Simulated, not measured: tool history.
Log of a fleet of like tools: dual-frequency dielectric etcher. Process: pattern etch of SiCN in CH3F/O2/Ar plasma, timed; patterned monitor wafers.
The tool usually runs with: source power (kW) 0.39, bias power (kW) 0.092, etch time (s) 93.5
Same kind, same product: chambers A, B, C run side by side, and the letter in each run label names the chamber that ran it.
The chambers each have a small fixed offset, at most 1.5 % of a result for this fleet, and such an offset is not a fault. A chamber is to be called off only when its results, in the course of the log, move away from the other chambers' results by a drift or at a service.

run,hour,source power (kW),bias power (kW),etch time (s),"read-back reference wafer on the same gauge, depth_nm",mean etch depth across the wafer (nm)
1B,12,0.39,0.092,93.5,36.409,37.69
2C,22.9,0.39,0.092,93.5,36.409,38.095
3A,29.6,0.39,0.092,93.5,36.401,37.804
4B,38.3,0.39,0.092,93.5,36.44,37.459
5C,49.1,0.39,0.092,93.5,36.407,37.864
6A,54.8,0.39,0.092,93.5,36.347,37.254
7B,61.2,0.39,0.092,93.5,36.403,37.556
8C,70.3,0.39,0.092,93.5,36.356,38.149
9A,76.9,0.39,0.092,93.5,36.423,37.301
10B,84.5,0.39,0.092,93.5,36.402,37.954
11A,93,0.39,0.092,93.5,36.47,37.709
12C,104.8,0.39,0.092,68.5,36.386,27.813
13C,110.9,0.39,0.092,68.5,36.357,27.874
14B,121.7,0.39,0.092,68.5,36.353,27.678
15A,129.4,0.3,0.092,77,36.37,28.092
16A,137.2,0.3,0.092,77,36.396,28.113
17C,146.8,0.3,0.092,77,36.382,28.476
18B,158.2,0.39,0.092,93.5,36.456,37.469
19A,165.6,0.39,0.092,93.5,36.422,37.095
20C,173.6,0.39,0.092,93.5,36.361,38.015
21B,184.3,0.39,0.092,93.5,36.401,37.603
22B,192.5,0.39,0.092,93.5,36.41,37.71
23C,204,0.39,0.092,93.5,36.424,37.818
24A,211.1,0.39,0.092,93.5,36.415,37.168
25A,220.7,0.39,0.092,93.5,36.378,36.924
26B,232.7,0.39,0.092,93.5,36.412,37.525
# hour 241.8: chamber B: wet clean of the chamber
27C,243.9,0.42,0.092,93.5,36.411,39.018
28C,249.6,0.42,0.092,93.5,36.407,38.922
29A,258,0.42,0.092,93.5,36.417,37.427
30B,267.5,0.39,0.092,93.5,36.409,37.845
31C,277.8,0.39,0.092,93.5,36.383,37.711
32B,290.2,0.39,0.092,93.5,36.41,37.906
33A,297.9,0.39,0.092,93.5,36.415,36.132
34A,309.1,0.39,0.092,93.5,36.396,35.986
35B,316.8,0.45,0.113,93.5,36.403,42.774

Decide between three cases: one chamber stands off from its peers, the gauge reading all wafers drifts, or nothing is wrong past each chamber's small offset. Where a chamber is off, say which and what most likely put it there.

One chamber, A, drifts off from the rest bit by bit.
What lies behind it: etch rate under this chamber's usual, % = 4.

Below are 4 candidate recipes for chamber A's next run, each the usual settings with a change, their results shown as question marks. Which of them brings A's results back in line with what the other chambers give on the usual settings?
In line means no further than this from the other chambers' mean on the usual settings: mean etch depth across the wafer (nm) 0.72
36A-1,325.7,0.39,0.091,89.5,,?
36A-2,325.7,0.39,0.093,97.5,,?
36A-3,325.7,0.39,0.092,92,,?
36A-4,325.7,0.39,0.092,95,,?

The mean the other chambers reach with the usual settings: mean etch depth across the wafer (nm) 37.873
run,mean etch depth across the wafer (nm)
36A-1,34.231
36A-2,37.59
36A-3,35.329
36A-4,36.481
With 36A-2, the chamber falls back in line with the rest.

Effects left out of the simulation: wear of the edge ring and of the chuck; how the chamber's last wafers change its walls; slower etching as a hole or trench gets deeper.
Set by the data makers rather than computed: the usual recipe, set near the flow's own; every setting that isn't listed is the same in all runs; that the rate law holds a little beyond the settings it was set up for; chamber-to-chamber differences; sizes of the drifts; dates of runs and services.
